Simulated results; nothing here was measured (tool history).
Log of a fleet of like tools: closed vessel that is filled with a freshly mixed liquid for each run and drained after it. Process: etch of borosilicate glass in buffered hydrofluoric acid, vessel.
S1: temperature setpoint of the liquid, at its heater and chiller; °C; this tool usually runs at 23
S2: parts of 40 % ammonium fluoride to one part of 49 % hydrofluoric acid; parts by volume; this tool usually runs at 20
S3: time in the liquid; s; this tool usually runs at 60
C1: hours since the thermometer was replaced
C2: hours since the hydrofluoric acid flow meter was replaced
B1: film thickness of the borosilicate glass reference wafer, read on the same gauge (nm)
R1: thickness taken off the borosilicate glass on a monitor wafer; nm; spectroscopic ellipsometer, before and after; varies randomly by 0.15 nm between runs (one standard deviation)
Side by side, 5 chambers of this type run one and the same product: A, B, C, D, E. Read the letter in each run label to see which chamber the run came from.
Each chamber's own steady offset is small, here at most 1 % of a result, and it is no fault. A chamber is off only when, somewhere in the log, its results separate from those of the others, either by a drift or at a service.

run	hour	S1	S2	S3	C1	C2	B1	R1
1E	6.1	23	20	60	44.9	448.4	39.986	36.028
2A	10.6	23	20	60	868.5	1494.7	40.009	36.243
3C	15.9	23	20	60	1726.2	1024.1	40.028	36.036
4D	22.7	23	20	60	1304.2	47.1	39.992	36.149
5B	30.3	23	20	60	1292.4	1520.9	39.995	35.868
6B	34.2	23	20	60	1296.3	1524.8	39.998	35.813
7C	40.5	23	20	60	1750.8	1048.7	40.052	35.871
8A	44.8	23	20	60	902.7	1528.9	39.999	36.129
9E	52.6	23	20	60	91.4	494.9	40.019	35.919
10D	59.2	23	20	60	1340.7	83.6	39.972	36.065
11A	63.1	24.5	20	60	921	1547.2	40.001	39.087
12C	70.7	24.5	20	60	1781	1078.9	40.006	39.019
13D	76.4	24.5	20	60	1357.9	100.8	39.991	39.263
14B	80.5	24.5	20	60	1342.6	1571.1	40.004	38.66
15E	84.4	24.5	20	60	123.2	526.7	40.027	39.275
16D	89.5	23	20	60	1371	113.9	39.994	36.228
17E	94.9	23	20	60	133.7	537.2	39.987	36.009
18C	102.4	23	20	60	1812.7	1110.6	40.002	36.086
19A	107.1	23	20	60	965	1591.2	39.995	35.73
20B	111.6	18.5	20	60	1373.7	1602.2	40.008	28.087
21B	118.6	18.5	20	60	1380.7	1609.2	40.015	27.769
22D	123.7	18.5	20	60	1405.2	148.1	40.007	28.453
23A	130	18.5	20	60	987.9	1614.1	40.025	28.119
24E	135.9	18.5	20	60	174.7	578.2	40.048	28.36
25C	140.2	23	27.5	70	1850.5	1148.4	40.023	33.79
26B	144	23	27.5	70	1406.1	1634.6	39.978	33.687
27D	149.7	23	27.5	70	1431.2	174.1	39.988	33.869
28C	157.3	23	27.5	70	1867.6	1165.5	39.969	33.994
29A	162.2	23	27.5	70	1020.1	1646.3	40.011	33.854
30E	169.7	23	20	60	208.5	612	40.003	36.048
31E	176.4	23	20	60	215.2	618.7	40.036	35.89
32D	183.4	23	20	60	1464.9	207.8	39.98	35.974
33B	190.1	23	20	60	1452.2	1680.7	40.014	36.081
34C	194	23	20	60	1904.3	1202.2	40.016	36.099
35A	200.7	23	20	60	1058.6	1684.8	40.014	36.057
36B	206.9	23	20	60	1469	1697.5	40.03	36.059
37E	212.4	23	20	60	251.2	654.7	39.985	36.068
38C	219	23	20	60	1929.3	1227.2	40.032	36.228
39A	224.1	23	20	60	1082	1708.2	40.003	36.033
40D	230.7	23	20	60	1512.2	255.1	40.012	36.363
41A	234.3	19	20	60	1092.2	1718.4	39.98	28.865
42D	239.2	19	20	60	1520.7	263.6	40.004	29.21
43E	245.7	19	20	60	284.5	688	40.017	29.095
44C	253.5	19	20	60	1963.8	1261.7	39.994	28.934

Decide between three cases: one chamber stands off from its peers, the gauge reading all wafers drifts, or nothing is wrong past each chamber's small offset. Where a chamber is off, say which and what most likely put it there.

Beyond each chamber's small constant offset nothing stands out, and the gauge stays steady.
